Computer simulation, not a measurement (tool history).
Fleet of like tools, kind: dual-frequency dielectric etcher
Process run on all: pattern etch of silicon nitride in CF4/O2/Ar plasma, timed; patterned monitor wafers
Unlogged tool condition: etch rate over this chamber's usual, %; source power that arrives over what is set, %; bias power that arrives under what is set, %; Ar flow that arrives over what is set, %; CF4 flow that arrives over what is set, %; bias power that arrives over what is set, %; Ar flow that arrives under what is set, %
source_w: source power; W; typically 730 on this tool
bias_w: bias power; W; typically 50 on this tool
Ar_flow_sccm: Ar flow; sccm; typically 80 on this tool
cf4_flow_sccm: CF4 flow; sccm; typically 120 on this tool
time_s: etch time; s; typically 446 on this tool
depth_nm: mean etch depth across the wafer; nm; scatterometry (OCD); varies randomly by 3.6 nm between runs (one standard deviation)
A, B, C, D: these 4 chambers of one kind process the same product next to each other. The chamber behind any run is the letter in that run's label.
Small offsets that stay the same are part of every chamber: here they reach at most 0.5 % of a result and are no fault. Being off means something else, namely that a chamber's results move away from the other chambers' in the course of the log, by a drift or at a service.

run   hour  source_w  bias_w  Ar_flow_sccm  cf4_flow_sccm  time_s  hours since the last wet clean  hours since the last source power generator calibration  hours since the last bias power generator calibration  hours since the last Ar flow controller change  hours since the last CF4 flow controller change  read-back reference wafer on the same gauge, depth_nm  depth_nm
       3.1  -- chamber A: bias power generator calibrated
 1D    8.7       730      50            80            120     446                            63.9                                                   3981.6                                                 2461.7                                           637.7                                            318.8                                                 1230.7   1239.60
 2C   17.3       730      50            80            120     446                           210.4                                                    404.2                                                  824.3                                           238.0                                           3662.9                                                 1230.1   1229.90
 3B   26.1       730      50            80            120     446                           459.2                                                   1586.2                                                 2226.1                                          2058.8                                            299.9                                                 1229.8   1242.80
 4A   33.1       730      50            80            120     446                           237.8                                                   1154.1                                                   30.0                                          4463.3                                           1796.7                                                 1229.8   1232.10
 5B   44.6       730      50            80            120     446                           477.7                                                   1604.7                                                 2244.6                                          2077.3                                            318.4                                                 1230.9   1239.40
 6A   51.3       730      59            64            120     446                           256.0                                                   1172.3                                                   48.2                                          4481.5                                           1814.9                                                 1229.2   1340.60
 7C   58.9       730      59            64            120     446                           252.0                                                    445.8                                                  865.9                                           279.6                                           3704.5                                                 1229.8   1343.80
      61.6  -- chamber B: source power generator calibrated
      64.5  -- chamber B: wet clean of the chamber
 8D   66.4       730      59            64            120     446                           121.6                                                   4039.3                                                 2519.4                                           695.4                                            376.5                                                 1229.9   1338.90
 9B   71.8       730      59            64            120     446                             7.4                                                     10.2                                                 2271.8                                          2104.5                                            345.6                                                 1230.0   1343.90
10A   79.9       730      59            80            120     326                           284.6                                                   1200.9                                                   76.8                                          4510.1                                           1843.5                                                 1229.1    963.52
11C   88.5       730      59            80            120     326                           281.6                                                    475.4                                                  895.5                                           309.2                                           3734.1                                                 1230.5    951.40
12D   96.2       730      59            80            120     326                           151.4                                                   4069.1                                                 2549.2                                           725.2                                            406.3                                                 1230.0    961.21
13B  101.8       730      59            80            120     326                            37.4                                                     40.2                                                 2301.8                                          2134.5                                            375.6                                                 1230.6    965.49
14A  108.2       730      50            62            120     446                           312.9                                                   1229.2                                                  105.1                                          4538.4                                           1871.8                                                 1230.0   1281.80
15D  119.0       730      50            62            120     446                           174.2                                                   4091.9                                                 2572.0                                           748.0                                            429.1                                                 1229.0   1277.10
16C  125.6       730      50            62            120     446                           318.7                                                    512.5                                                  932.6                                           346.3                                           3771.2                                                 1229.3   1271.40
     135.0  -- chamber A: wet clean of the chamber
17A  136.5       730      50            62            120     446                             1.6                                                   1257.5                                                  133.4                                          4566.7                                           1900.1                                                 1230.3   1268.20
18B  148.2       730      50            80            120     446                            83.8                                                     86.6                                                 2348.2                                          2180.9                                            422.0                                                 1229.8   1240.30
19C  153.8       730      50            80            120     446                           346.9                                                    540.7                                                  960.8                                           374.5                                           3799.4                                                 1230.4   1234.50
20D  159.1       730      50            80            120     446                           214.3                                                   4132.0                                                 2612.1                                           788.1                                            469.2                                                 1229.8   1239.80
21B  165.3       730      50            80            120     446                           100.9                                                    103.7                                                 2365.3                                          2198.0                                            439.1                                                 1230.2   1240.90
     169.5  -- chamber B: bias power generator calibrated
22A  171.4       730      50            80            120     446                            36.5                                                   1292.4                                                  168.3                                          4601.6                                           1935.0                                                 1230.4   1237.40
23D  180.1       730      50            80            120     446                           235.3                                                   4153.0                                                 2633.1                                           809.1                                            490.2                                                 1230.5   1243.30
24C  186.0       730      50            69            135     446                           379.1                                                    572.9                                                  993.0                                           406.7                                           3831.6                                                 1230.2   1264.50
25C  194.1       730      50            69            135     446                           387.2                                                    581.0                                                 1001.1                                           414.8                                           3839.7                                                 1229.5   1263.50
26B  199.4       730      50            69            135     446                           135.0                                                    137.8                                                   30.0                                          2232.1                                            473.2                                                 1229.7   1279.40
27A  204.7       730      50            69            135     446                            69.8                                                   1325.7                                                  201.6                                          4634.9                                           1968.3                                                 1229.8   1278.70
28D  213.7       730      50            80            120     446                           268.9                                                   4186.6                                                 2666.7                                           842.7                                            523.8                                                 1229.6   1248.70
29A  225.2       730      50            80            120     446                            90.3                                                   1346.2                                                  222.1                                          4655.4                                           1988.8                                                 1229.2   1242.10
30D  230.4       730      50            80            120     446                           285.6                                                   4203.3                                                 2683.4                                           859.4                                            540.5                                                 1230.0   1244.10
31B  236.8       730      50            80            120     446                           172.4                                                    175.2                                                   67.4                                          2269.5                                            510.6                                                 1230.7   1240.60
32C  247.2       730      50            80            120     446                           440.3                                                    634.1                                                 1054.2                                           467.9                                           3892.8                                                 1230.7   1229.90
33A  255.0       730      50            80            120     446                           120.1                                                   1376.0                                                  251.9                                          4685.2                                           2018.6                                                 1229.5   1240.50
34C  265.3       730      50            80            120     446                           458.4                                                    652.2                                                 1072.3                                           486.0                                           3910.9                                                 1229.5   1234.90
35B  273.1       730      50            80            120     446                           208.7                                                    211.5                                                  103.7                                          2305.8                                            546.9                                                 1229.1   1241.40
36D  284.8       730      50            80            120     446                           340.0                                                   4257.7                                                 2737.8                                           913.8                                            594.9                                                 1229.3   1236.30
37A  295.3       730      50            80            120     446                           160.4                                                   1416.3                                                  292.2                                          4725.5                                           2058.9                                                 1230.1   1237.20

Decide between three cases: one chamber stands off from its peers, the gauge reading all wafers drifts, or nothing is wrong past each chamber's small offset. Where a chamber is off, say which and what most likely put it there.

No chamber stands off beyond its own small offset, and the gauge holds steady.

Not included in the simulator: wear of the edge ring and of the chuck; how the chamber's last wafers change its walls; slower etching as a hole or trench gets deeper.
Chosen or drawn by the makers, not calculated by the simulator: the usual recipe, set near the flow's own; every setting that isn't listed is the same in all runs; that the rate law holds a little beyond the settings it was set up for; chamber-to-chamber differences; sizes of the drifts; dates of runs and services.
